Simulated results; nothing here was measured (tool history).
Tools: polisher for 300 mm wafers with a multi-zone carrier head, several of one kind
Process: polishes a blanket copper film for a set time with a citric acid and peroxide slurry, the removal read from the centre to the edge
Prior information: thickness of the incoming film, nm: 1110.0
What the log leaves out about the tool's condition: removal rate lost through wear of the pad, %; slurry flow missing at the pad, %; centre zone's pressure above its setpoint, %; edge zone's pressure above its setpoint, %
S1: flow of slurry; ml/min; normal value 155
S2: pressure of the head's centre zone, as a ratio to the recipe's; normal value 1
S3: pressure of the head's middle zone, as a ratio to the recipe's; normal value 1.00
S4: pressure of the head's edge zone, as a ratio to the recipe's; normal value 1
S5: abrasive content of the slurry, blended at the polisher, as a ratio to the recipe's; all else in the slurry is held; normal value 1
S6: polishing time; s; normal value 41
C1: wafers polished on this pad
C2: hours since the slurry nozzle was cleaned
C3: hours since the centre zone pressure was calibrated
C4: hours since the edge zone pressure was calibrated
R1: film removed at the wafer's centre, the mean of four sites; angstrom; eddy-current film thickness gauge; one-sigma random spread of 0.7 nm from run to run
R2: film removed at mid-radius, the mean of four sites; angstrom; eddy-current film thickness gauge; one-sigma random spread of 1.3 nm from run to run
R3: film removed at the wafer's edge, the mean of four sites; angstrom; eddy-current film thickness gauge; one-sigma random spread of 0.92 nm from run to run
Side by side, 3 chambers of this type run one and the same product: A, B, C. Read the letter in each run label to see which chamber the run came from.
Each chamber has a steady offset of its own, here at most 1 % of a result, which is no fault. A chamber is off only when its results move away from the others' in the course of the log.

run   hour   S1  S2    S3  S4  S5  S6    C1     C2     C3     C4       R1       R2      R3
       4.2  -- chamber B: worn pad replaced by a new one
 1B   12.8  155   1  1.00   1   1  41   154  181.7  444.8   60.6  1115.20  1121.30  1111.4
 2A   24.2  155   1  1.00   1   1  41  1142  527.0  147.3  375.5  1102.50  1096.40  1116.3
      29.2  -- chamber A: worn pad replaced by a new one
 3C   33.8  155   1  1.00   1   1  41  1167  355.7  271.7  292.0  1115.70  1108.90  1120.4
      35.7  -- chamber C: worn pad replaced by a new one
      38.2  -- chamber A: slurry nozzle cleaned
 4C   40.4  155   1  1.00   1   1  41    84  362.3  278.3  298.6  1108.20  1114.70  1117.4
 5A   49.0  155   1  1.00   1   1  41   354   10.9  172.1  400.3  1089.60  1101.60  1109.1
 6B   57.2  155   1  1.00   1   1  41   946  226.1  489.2  105.0  1107.10  1108.60  1117.9
 7A   65.4  155   1  1.00   1   1  47   647   27.3  188.5  416.7  1256.40  1266.70  1279.0
      74.1  -- chamber B: slurry nozzle cleaned
 8C   77.4  155   1  1.00   1   1  47   745  399.3  315.3  335.6  1270.10  1301.90  1260.3
 9B   86.3  155   1  1.00   1   1  47  1466   12.2  518.3  134.1  1277.20  1258.00  1270.2
      89.5  -- chamber B: worn pad replaced by a new one
      92.6  -- chamber A: edge zone pressure recalibrated
10C   93.9  155   1  1.00   1   1  41  1039  415.8  331.8  352.1  1115.40  1125.60  1095.2
11A  100.6  155   1  1.00   1   1  41  1275   62.5  223.7    8.0  1086.50  1096.10  1099.0
     105.4  -- chamber A: worn pad replaced by a new one
12B  106.5  155   1  1.00   1   1  41   305   32.4  538.5  154.3  1107.30  1096.50  1123.5
     112.8  -- chamber C: worn pad replaced by a new one
13A  113.9  155   1  1.00   1   1  41   151   75.8  237.0   21.3  1104.00  1122.50  1097.9
14C  120.1  155   1  1.00   1   1  41   131  442.0  358.0  378.3  1092.20  1094.30  1105.7
15B  128.6  155   1  1.00   1   1  41   699   54.5  560.6  176.4  1111.80  1114.40  1129.1
16A  140.2  155   1  1.00   1   1  41   621  102.1  263.3   47.6  1100.40  1105.40  1118.9
17B  146.5  155   1  1.00   1   1  41  1019   72.4  578.5  194.3  1102.20  1111.30  1124.2
18C  154.9  155   1  1.00   1   1  41   752  476.8  392.8  413.1  1094.90  1102.10  1104.2
     159.3  -- chamber B: worn pad replaced by a new one
19C  167.6  155   1  1.00   1   1  41   979  489.5  405.5  425.8  1093.80  1108.30  1100.6
20A  178.8  155   1  1.00   1   1  41  1310  140.7  301.9   86.2  1107.30  1120.70  1108.4
     185.0  -- chamber A: worn pad replaced by a new one
21B  189.0  155   1  1.00   1   1  41   531  114.9  621.0  236.8  1099.90  1111.80  1120.7
     196.7  -- chamber C: worn pad replaced by a new one
22B  197.8  155   1  1.00   1   1  41   688  123.7  629.8  245.6  1116.80  1108.80  1115.0
23A  206.9  155   1  1.00   1   1  41   392  168.8  330.0  114.3  1088.30  1102.60  1114.6
24C  215.8  155   1  1.00   1   1  41   342  537.7  453.7  474.0  1074.40  1077.20  1098.7
25A  226.8  155   1  1.11   1   1  41   747  188.7  349.9  134.2  1099.20  1190.50  1098.9
     227.4  -- chamber B: worn pad replaced by a new one
26C  234.1  155   1  1.11   1   1  41   668  556.0  472.0  492.3  1064.40  1208.10  1105.7
27B  242.1  155   1  1.11   1   1  41   263  168.0  674.1  289.9  1111.60  1204.40  1140.5
     242.2  -- chamber A: centre zone pressure recalibrated
28C  252.5  155   1  1.00   1   1  41   997  574.4  490.4  510.7  1061.50  1105.60  1092.0
     254.0  -- chamber A: worn pad replaced by a new one
29B  258.3  155   1  1.00   1   1  41   553  184.2  690.3  306.1  1114.30  1102.20  1123.8
     268.9  -- chamber C: worn pad replaced by a new one
30A  268.9  155   1  1.00   1   1  41   266  230.8   26.7  176.3  1085.50  1090.80  1101.6
31B  274.7  155   1  1.00   1   1  41   845  200.6  706.7  322.5  1103.20  1120.60  1121.2
32C  281.9  105   1  0.96   1   1  41   232  603.8  519.8  540.1   937.21   925.10  1031.7
33A  292.0  105   1  0.96   1   1  41   678  253.9   49.8  199.4  1000.60   964.96  1047.4
34C  301.4  105   1  0.96   1   1  41   580  623.3  539.3  559.6   935.06   907.34  1006.3
     302.6  -- chamber B: worn pad replaced by a new one
35B  313.0  155   1  1.00   1   1  41   186  238.9  745.0  360.8  1111.30  1122.30  1140.4
36A  320.5  155   1  1.00   1   1  41  1187  282.4   78.3  227.9  1085.50  1089.20  1103.1
     323.5  -- chamber A: worn pad replaced by a new one
37B  329.0  155   1  1.00   1   1  41   471  254.9  761.0  376.8  1114.20  1098.40  1119.6
     338.1  -- chamber C: worn pad replaced by a new one
38C  341.2  155   1  1.00   1   1  41    56  663.1  579.1  599.4  1053.50  1055.20  1087.8
39A  353.1  155   1  1.00   1   1  41   529  315.0  110.9  260.5  1109.00  1092.80  1101.0
40C  359.8  155   1  1.00   1   1  41   388  681.7  597.7  618.0  1034.60  1052.90  1072.7
41A  372.3  155   1  1.00   1   1  41   872  334.2  130.1  279.7  1100.30  1109.50  1111.7
42B  377.9  155   1  1.00   1   1  41  1344  303.8  809.9  425.7  1110.10  1085.70  1099.5
     381.2  -- chamber B: worn pad replaced by a new one
43B  390.0  155   1  1.00   1   1  41   158  315.9  822.0  437.8  1119.20  1113.70  1118.9

Next, every chamber runs the same settings. What will each give?
44A  399.3  155   1  1.00   1   1  41                   ?   ?   ?
44B  399.3  155   1  1.00   1   1  41                   ?   ?   ?
44C  399.3  155   1  1.00   1   1  41                   ?   ?   ?

run       R1       R2      R3
44A  1102.60  1114.40  1090.2
44B  1108.60  1094.50  1114.5
44C  1016.60  1045.10  1056.6
